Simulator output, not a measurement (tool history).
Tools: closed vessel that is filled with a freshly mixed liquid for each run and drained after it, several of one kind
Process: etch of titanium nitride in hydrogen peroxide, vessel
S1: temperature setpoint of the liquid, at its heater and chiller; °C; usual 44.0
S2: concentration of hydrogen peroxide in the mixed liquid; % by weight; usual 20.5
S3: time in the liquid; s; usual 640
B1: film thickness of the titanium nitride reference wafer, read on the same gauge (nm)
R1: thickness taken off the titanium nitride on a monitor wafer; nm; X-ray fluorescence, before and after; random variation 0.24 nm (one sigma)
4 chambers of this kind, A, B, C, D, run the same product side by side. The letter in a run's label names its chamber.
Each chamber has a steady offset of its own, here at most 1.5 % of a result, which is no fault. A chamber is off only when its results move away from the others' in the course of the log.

run,hour,S1,S2,S3,B1,R1
1D,7.3,44.0,20.5,640,139.98,34.060
2B,17.6,44.0,20.5,640,140.02,34.543
3C,31.9,44.0,20.5,640,139.99,34.629
4A,42.9,44.0,20.5,640,139.99,34.277
5C,58.0,51.5,20.5,940,139.98,87.767
6D,68.9,51.5,20.5,940,139.98,88.531
# hour 77.0: chamber D: thermometer replaced
7B,78.0,51.5,20.5,940,140.02,88.639
8A,87.5,51.5,20.5,940,140.01,86.490
9B,102.8,44.0,20.5,640,139.99,34.773
10C,110.7,44.0,20.5,640,140.00,34.448
11D,123.5,44.0,20.5,640,139.98,34.202
# hour 128.5: chamber D: peroxide flow meter replaced
12A,134.0,44.0,20.5,640,140.02,34.574
13D,141.2,44.0,20.5,640,140.02,34.013
14A,154.8,44.0,16.0,640,139.98,32.771
15B,161.9,44.0,16.0,640,139.99,33.109
16C,176.1,44.0,16.0,640,140.02,32.827
17A,190.3,44.0,16.0,640,139.95,32.535
18B,203.9,44.0,20.5,640,140.00,35.681
19D,217.5,44.0,20.5,640,139.99,33.909
20C,226.2,44.0,20.5,640,140.01,34.214
21D,238.3,44.0,20.5,640,139.98,34.259
22A,253.9,44.0,20.5,640,140.03,34.107
23B,264.6,44.0,20.5,640,140.01,35.699
24C,276.2,44.0,20.5,640,139.99,34.611
25D,286.3,44.0,20.5,640,140.00,34.017
26C,294.0,44.0,20.5,640,140.01,34.765
27B,301.0,44.0,20.5,640,140.00,36.227
28A,312.8,44.0,20.5,795,140.01,42.688
29C,324.0,44.0,20.5,795,140.02,42.886
30A,334.1,44.0,20.5,795,139.99,43.478
31D,348.1,44.0,20.5,795,139.98,42.349
32B,361.4,44.0,20.5,640,140.02,36.207
# hour 367.0: chamber B: new drum of peroxide connected
33B,375.4,44.0,20.5,640,140.01,36.156
34D,390.2,44.0,20.5,640,140.02,34.211
35A,401.6,44.0,24.0,640,139.99,35.463
36C,411.6,44.0,24.0,640,140.00,35.574
37B,423.3,44.0,24.0,640,140.02,37.920
38C,430.0,44.0,24.0,640,139.99,35.978
39D,437.1,44.0,20.5,640,140.02,34.072
40A,444.8,44.0,24.0,485,140.03,26.516
# hour 446.2: chamber A: thermometer replaced
41A,459.2,44.0,24.0,485,139.98,27.020

What goes on in this fleet: one chamber off, a drifting gauge, or nothing beyond the chambers' own small offsets? Name the chamber and the cause, if any.

Chamber B drifts away from the others.
Cause: liquid hotter than its thermometer reads (K) = 0.742.

Here are 4 candidates for chamber B's next run, each the usual settings with a change, their results left as question marks. Which one brings its results back in line with what the others give on the usual settings?
In line means no further than this from the other chambers' mean on the usual settings: R1 0.830 nm
42B-1,470.4,44.0,20.5,625,,?
42B-2,470.4,44.0,22.5,640,,?
42B-3,470.4,43.0,20.5,640,,?
42B-4,470.4,44.0,20.5,680,,?

The other chambers' mean on the usual settings: R1 34.307 nm
run,R1
42B-1,35.896
42B-2,37.507
42B-3,34.157
42B-4,39.055
42B-3 brings the chamber back in line.
